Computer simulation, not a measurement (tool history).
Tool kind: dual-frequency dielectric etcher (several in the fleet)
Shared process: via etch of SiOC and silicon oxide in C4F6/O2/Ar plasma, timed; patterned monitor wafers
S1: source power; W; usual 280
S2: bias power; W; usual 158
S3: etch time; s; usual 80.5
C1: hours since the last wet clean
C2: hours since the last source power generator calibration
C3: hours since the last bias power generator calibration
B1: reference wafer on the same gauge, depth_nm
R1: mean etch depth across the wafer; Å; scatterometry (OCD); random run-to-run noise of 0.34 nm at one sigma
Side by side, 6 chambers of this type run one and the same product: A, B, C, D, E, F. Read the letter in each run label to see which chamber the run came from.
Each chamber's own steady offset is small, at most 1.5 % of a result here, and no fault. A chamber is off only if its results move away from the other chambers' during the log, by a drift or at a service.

run 1E hour=11.3 | S1=280 S2=158 S3=80.5 | C1=164.1 C2=3232 C3=2395.4 | B1=81.144 | R1=759.45
run 2C hour=20.3 | S1=280 S2=158 S3=80.5 | C1=115.6 C2=1180 C3=1148.5 | B1=81.115 | R1=766.11
run 3B hour=33.1 | S1=280 S2=158 S3=80.5 | C1=73.2 C2=307.1 C3=1318.7 | B1=81.146 | R1=767.01
-- hour=38.9 chamber F: source power generator calibrated
run 4F hour=42.3 | S1=280 S2=158 S3=80.5 | C1=94.1 C2=3.5 C3=1343.5 | B1=81.167 | R1=748.4
run 5A hour=56.1 | S1=280 S2=158 S3=80.5 | C1=263.7 C2=83.6 C3=1436.4 | B1=81.068 | R1=758.72
run 6D hour=69.5 | S1=280 S2=158 S3=80.5 | C1=429.6 C2=1899.9 C3=1934.3 | B1=81.102 | R1=756.91
run 7E hour=81.6 | S1=280 S2=158 S3=80.5 | C1=234.4 C2=3302.3 C3=2465.7 | B1=81.1 | R1=757.69
run 8F hour=93.8 | S1=280 S2=158 S3=80.5 | C1=145.6 C2=55 C3=1395 | B1=81.089 | R1=749.42
run 9B hour=103.6 | S1=280 S2=158 S3=80.5 | C1=143.7 C2=377.6 C3=1389.2 | B1=81.197 | R1=768.72
run 10C hour=110.4 | S1=280 S2=158 S3=80.5 | C1=205.7 C2=1270.1 C3=1238.6 | B1=81.063 | R1=766.09
-- hour=112.6 chamber A: bias power generator calibrated
run 11A hour=117.8 | S1=310 S2=134 S3=80.5 | C1=325.4 C2=145.3 C3=5.2 | B1=81.173 | R1=749.85
run 12D hour=126.5 | S1=310 S2=134 S3=80.5 | C1=486.6 C2=1956.9 C3=1991.3 | B1=80.996 | R1=748.07
run 13B hour=136.7 | S1=310 S2=134 S3=80.5 | C1=176.8 C2=410.7 C3=1422.3 | B1=81.021 | R1=757.86
run 14C hour=146.7 | S1=310 S2=134 S3=80.5 | C1=242 C2=1306.4 C3=1274.9 | B1=81.147 | R1=761.68
run 15D hour=155.8 | S1=310 S2=134 S3=80.5 | C1=515.9 C2=1986.2 C3=2020.6 | B1=81.062 | R1=743.98
run 16A hour=169.4 | S1=310 S2=134 S3=80.5 | C1=377 C2=196.9 C3=56.8 | B1=81.198 | R1=742.44
run 17E hour=184.3 | S1=280 S2=158 S3=80.5 | C1=337.1 C2=3405 C3=2568.4 | B1=81.062 | R1=756.57
run 18F hour=191.9 | S1=280 S2=158 S3=80.5 | C1=243.7 C2=153.1 C3=1493.1 | B1=81.15 | R1=754.4
run 19E hour=205 | S1=280 S2=158 S3=80.5 | C1=357.8 C2=3425.7 C3=2589.1 | B1=81.074 | R1=759.77
run 20D hour=215 | S1=280 S2=158 S3=80.5 | C1=575.1 C2=2045.4 C3=2079.8 | B1=81.158 | R1=755.93
run 21C hour=228.1 | S1=280 S2=158 S3=80.5 | C1=323.4 C2=1387.8 C3=1356.3 | B1=80.999 | R1=765.43
run 22A hour=236 | S1=280 S2=158 S3=80.5 | C1=443.6 C2=263.5 C3=123.4 | B1=81.081 | R1=751.68
run 23B hour=249.6 | S1=280 S2=158 S3=80.5 | C1=289.7 C2=523.6 C3=1535.2 | B1=80.997 | R1=766.75
-- hour=258.2 chamber D: wet clean of the chamber
run 24F hour=261.1 | S1=280 S2=158 S3=80.5 | C1=312.9 C2=222.3 C3=1562.3 | B1=81.051 | R1=751.77
run 25F hour=269.7 | S1=280 S2=158 S3=61 | C1=321.5 C2=230.9 C3=1570.9 | B1=81.089 | R1=562.44
-- hour=271.5 chamber F: wet clean of the chamber
-- hour=275.6 chamber A: wet clean of the chamber
run 26A hour=282.7 | S1=280 S2=158 S3=61 | C1=7.1 C2=310.2 C3=170.1 | B1=81.083 | R1=573.9
run 27E hour=297 | S1=280 S2=158 S3=61 | C1=449.8 C2=3517.7 C3=2681.1 | B1=81.112 | R1=574.78
run 28C hour=309.4 | S1=280 S2=158 S3=61 | C1=404.7 C2=1469.1 C3=1437.6 | B1=81.142 | R1=588.92
run 29B hour=323.2 | S1=280 S2=158 S3=61 | C1=363.3 C2=597.2 C3=1608.8 | B1=81.105 | R1=576.61
-- hour=326.2 chamber E: bias power generator calibrated
run 30D hour=336.1 | S1=280 S2=158 S3=61 | C1=77.9 C2=2166.5 C3=2200.9 | B1=81.055 | R1=569.98
run 31A hour=350.7 | S1=280 S2=158 S3=80.5 | C1=75.1 C2=378.2 C3=238.1 | B1=81.064 | R1=759.25
run 32C hour=361.9 | S1=280 S2=158 S3=80.5 | C1=457.2 C2=1521.6 C3=1490.1 | B1=81.159 | R1=771.76
run 33B hour=375.7 | S1=280 S2=158 S3=80.5 | C1=415.8 C2=649.7 C3=1661.3 | B1=81.127 | R1=760.14
run 34F hour=385.2 | S1=280 S2=158 S3=80.5 | C1=113.8 C2=346.4 C3=1686.4 | B1=81.095 | R1=752.51
run 35E hour=397.9 | S1=280 S2=158 S3=80.5 | C1=550.7 C2=3618.6 C3=71.7 | B1=81.095 | R1=762.07
run 36D hour=407.8 | S1=280 S2=158 S3=80.5 | C1=149.6 C2=2238.2 C3=2272.6 | B1=81.079 | R1=754.83

Read the log: is a single chamber off, either drifting away or since a service, is the gauge that measures every chamber drifting, or is nothing wrong beyond small per-chamber offsets? Name any odd chamber and what most likely caused it.

All chambers stay in line apart from their small fixed offsets, and the gauge does not drift.

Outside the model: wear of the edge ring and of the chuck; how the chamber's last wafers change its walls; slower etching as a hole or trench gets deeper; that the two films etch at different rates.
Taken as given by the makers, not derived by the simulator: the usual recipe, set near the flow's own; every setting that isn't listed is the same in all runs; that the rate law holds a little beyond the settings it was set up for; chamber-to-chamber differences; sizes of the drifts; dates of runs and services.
